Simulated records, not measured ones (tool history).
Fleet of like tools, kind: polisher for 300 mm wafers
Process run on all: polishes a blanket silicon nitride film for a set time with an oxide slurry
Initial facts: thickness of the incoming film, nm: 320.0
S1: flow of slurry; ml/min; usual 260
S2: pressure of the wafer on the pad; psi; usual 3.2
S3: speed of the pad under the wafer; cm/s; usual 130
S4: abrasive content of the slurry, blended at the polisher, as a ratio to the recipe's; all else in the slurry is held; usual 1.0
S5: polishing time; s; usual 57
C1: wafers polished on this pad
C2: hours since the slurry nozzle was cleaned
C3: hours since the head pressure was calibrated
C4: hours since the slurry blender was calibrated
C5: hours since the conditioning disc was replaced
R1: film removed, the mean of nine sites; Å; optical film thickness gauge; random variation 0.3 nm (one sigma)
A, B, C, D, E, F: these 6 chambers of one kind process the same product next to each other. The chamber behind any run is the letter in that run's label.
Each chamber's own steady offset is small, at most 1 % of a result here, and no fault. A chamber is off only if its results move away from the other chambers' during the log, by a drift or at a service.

Run 1A, hour 9.1: usual settings; C1 448; C2 289.4; C3 470.5; C4 48.7; C5 289.4. Result: R1 481.81 Å.
Run 2D, hour 15.0: usual settings; C1 736; C2 511.7; C3 769.4; C4 44.7; C5 374.2. Result: R1 477.73 Å.
At hour 15.1: chamber B: worn pad replaced by a new one.
Run 3B, hour 24.2: usual settings; C1 56; C2 116.6; C3 304.4; C4 55.6; C5 140.2. Result: R1 482.81 Å.
Run 4F, hour 33.2: usual settings; C1 1190; C2 396.6; C3 311.1; C4 312.1; C5 338.8. Result: R1 478.93 Å.
Run 5C, hour 40.0: usual settings; C1 782; C2 596.4; C3 455.4; C4 52.7; C5 180.6. Result: R1 480.59 Å.
Run 6E, hour 45.3: usual settings; C1 430; C2 106.0; C3 207.1; C4 420.8; C5 259.1. Result: R1 484.47 Å.
At hour 46.9: chamber F: worn pad replaced by a new one.
Run 7C, hour 52.4: usual settings but S1 345 ml/min; C1 860; C2 608.8; C3 467.8; C4 65.1; C5 193.0. Result: R1 496.93 Å.
Run 8A, hour 59.5: usual settings but S1 345 ml/min; C1 762; C2 339.8; C3 520.9; C4 99.1; C5 339.8. Result: R1 494.14 Å.
Run 9D, hour 64.7: usual settings but S1 345 ml/min; C1 1046; C2 561.4; C3 819.1; C4 94.4; C5 423.9. Result: R1 488.63 Å.
Run 10B, hour 71.9: usual settings but S1 345 ml/min; C1 353; C2 164.3; C3 352.1; C4 103.3; C5 187.9. Result: R1 495.42 Å.
At hour 74.0: chamber F: slurry blender recalibrated.
Run 11F, hour 76.3: usual settings but S1 345 ml/min; C1 183; C2 439.7; C3 354.2; C4 2.3; C5 381.9. Result: R1 488.93 Å.
At hour 77.0: chamber A: slurry blender recalibrated.
At hour 81.7: chamber C: slurry nozzle cleaned.
At hour 82.3: chamber F: conditioning disc replaced and pad reconditioned.
At hour 82.7: chamber E: worn pad replaced by a new one.
Run 12E, hour 82.9: usual settings but S1 345 ml/min; C1 1; C2 143.6; C3 244.7; C4 458.4; C5 296.7. Result: R1 497.56 Å.
Run 13F, hour 88.1: usual settings; C1 257; C2 451.5; C3 366.0; C4 14.1; C5 5.9. Result: R1 479.78 Å.
At hour 90.5: chamber C: worn pad replaced by a new one.
At hour 90.8: chamber B: conditioning disc replaced and pad reconditioned.
At hour 93.7: chamber B: slurry blender recalibrated.
Run 14A, hour 97.7: usual settings; C1 1000; C2 378.0; C3 559.1; C4 20.8; C5 378.0. Result: R1 480.46 Å.
Run 15B, hour 106.6: usual settings; C1 569; C2 199.0; C3 386.8; C4 13.0; C5 15.9. Result: R1 486.73 Å.
At hour 112.3: chamber D: slurry nozzle cleaned.
Run 16D, hour 115.7: usual settings; C1 1363; C2 3.4; C3 870.1; C4 145.4; C5 474.9. Result: R1 477.68 Å.
At hour 119.9: chamber E: slurry blender recalibrated.
Run 17C, hour 120.4: usual settings; C1 186; C2 38.7; C3 535.8; C4 133.1; C5 261.0. Result: R1 477.32 Å.
At hour 123.5: chamber D: worn pad replaced by a new one.
Run 18E, hour 125.6: usual settings; C1 267; C2 186.3; C3 287.4; C4 5.7; C5 339.4. Result: R1 479.59 Å.
Run 19E, hour 132.3: usual settings; C1 309; C2 193.0; C3 294.1; C4 12.4; C5 346.1. Result: R1 485.44 Å.
At hour 133.6: chamber D: head pressure recalibrated.
At hour 134.3: chamber C: head pressure recalibrated.
Run 20A, hour 138.6: usual settings; C1 1255; C2 418.9; C3 600.0; C4 61.7; C5 418.9. Result: R1 476.45 Å.
At hour 138.7: chamber B: head pressure recalibrated.
At hour 144.6: chamber A: head pressure recalibrated.
Run 21F, hour 147.2: usual settings; C1 625; C2 510.6; C3 425.1; C4 73.2; C5 65.0. Result: R1 473.93 Å.
At hour 155.0: chamber D: slurry blender recalibrated.
Run 22B, hour 155.9: usual settings but S3 158 cm/s, S5 49 s; C1 877; C2 248.3; C3 17.3; C4 62.3; C5 65.2. Result: R1 491.32 Å.
At hour 157.4: chamber D: conditioning disc replaced and pad reconditioned.
At hour 159.7: chamber C: conditioning disc replaced and pad reconditioned.
Run 23D, hour 160.7: usual settings but S3 158 cm/s, S5 49 s; C1 231; C2 48.4; C3 27.1; C4 5.7; C5 3.3. Result: R1 488.30 Å.
At hour 166.7: chamber B: worn pad replaced by a new one.
At hour 167.3: chamber A: worn pad replaced by a new one.
Run 24C, hour 168.3: usual settings but S3 158 cm/s, S5 49 s; C1 484; C2 86.6; C3 34.1; C4 181.0; C5 8.7. Result: R1 468.51 Å.
Run 25D, hour 173.8: usual settings but S3 158 cm/s, S5 49 s; C1 313; C2 61.5; C3 40.2; C4 18.8; C5 16.4. Result: R1 486.07 Å.
At hour 177.4: chamber A: conditioning disc replaced and pad reconditioned.
Run 26B, hour 182.3: usual settings but S3 158 cm/s, S5 49 s; C1 97; C2 274.7; C3 43.7; C4 88.7; C5 91.6. Result: R1 486.40 Å.
At hour 187.4: chamber E: slurry nozzle cleaned.
At hour 188.4: chamber A: slurry blender recalibrated.
At hour 191.5: chamber C: slurry blender recalibrated.
Run 27A, hour 192.0: usual settings but S3 158 cm/s, S5 49 s; C1 154; C2 472.3; C3 47.5; C4 3.7; C5 14.6. Result: R1 480.72 Å.
At hour 195.3: chamber E: worn pad replaced by a new one.
Run 28E, hour 198.1: usual settings; C1 17; C2 10.8; C3 359.9; C4 78.2; C5 411.9. Result: R1 485.03 Å.
Run 29C, hour 203.9: usual settings; C1 706; C2 122.2; C3 69.7; C4 12.5; C5 44.3. Result: R1 467.39 Å.
Run 30F, hour 209.4: usual settings; C1 1012; C2 572.8; C3 487.3; C4 135.4; C5 127.2. Result: R1 479.17 Å.
Run 31E, hour 216.4: usual settings; C1 131; C2 29.1; C3 378.2; C4 96.5; C5 430.2. Result: R1 485.74 Å.
Run 32B, hour 221.3: usual settings; C1 340; C2 313.7; C3 82.7; C4 127.7; C5 130.6. Result: R1 484.01 Å.
Run 33A, hour 231.2: usual settings; C1 398; C2 511.5; C3 86.7; C4 42.9; C5 53.8. Result: R1 484.77 Å.
Run 34D, hour 239.2: usual settings; C1 720; C2 126.9; C3 105.6; C4 84.2; C5 81.8. Result: R1 484.62 Å.
At hour 240.5: chamber F: worn pad replaced by a new one.
Run 35F, hour 243.8: usual settings but S3 164 cm/s, S4 0.9; C1 21; C2 607.2; C3 521.7; C4 169.8; C5 161.6. Result: R1 545.83 Å.
Run 36C, hour 250.3: usual settings but S3 164 cm/s, S4 0.9; C1 995; C2 168.6; C3 116.1; C4 58.9; C5 90.7. Result: R1 535.40 Å.
Run 37C, hour 258.8: usual settings but S3 164 cm/s, S4 0.9; C1 1048; C2 177.1; C3 124.6; C4 67.4; C5 99.2. Result: R1 531.80 Å.
Run 38A, hour 263.3: usual settings but S3 164 cm/s, S4 0.9; C1 598; C2 543.6; C3 118.8; C4 75.0; C5 85.9. Result: R1 548.99 Å.

Which is it: a chamber that has drifted or been left off by a service, a gauge drift common to all chambers, or only each chamber's usual small offset? If a chamber is off, name it and its likeliest cause.

Chamber C came out of a service off from its peers and stayed that way.
Cause: head's pressure below its setpoint, % = 3.19.

Which of the 4 candidates below, each the usual settings with something changed and its results left as question marks, puts chamber C back in line with what the other chambers give on the usual settings?
Counts as in line when no further than this from what the other chambers average on the usual settings: R1 10.00 Å
Run 39C-1, hour 270.5: usual settings but S3 124 cm/s. Result: R1 ?.
Run 39C-2, hour 270.5: usual settings but S2 3.3 psi, S3 132 cm/s, S5 59 s. Result: R1 ?.
Run 39C-3, hour 270.5: usual settings but S3 122 cm/s, S4 0.95. Result: R1 ?.
Run 39C-4, hour 270.5: usual settings but S3 132 cm/s, S5 58 s. Result: R1 ?.

Mean of the other chambers on the usual settings: R1 481.24 Å
  run      R1
39C-1  449.30
39C-2  504.55
39C-3  433.05
39C-4  480.92
39C-4 puts the chamber back in line with the other chambers.

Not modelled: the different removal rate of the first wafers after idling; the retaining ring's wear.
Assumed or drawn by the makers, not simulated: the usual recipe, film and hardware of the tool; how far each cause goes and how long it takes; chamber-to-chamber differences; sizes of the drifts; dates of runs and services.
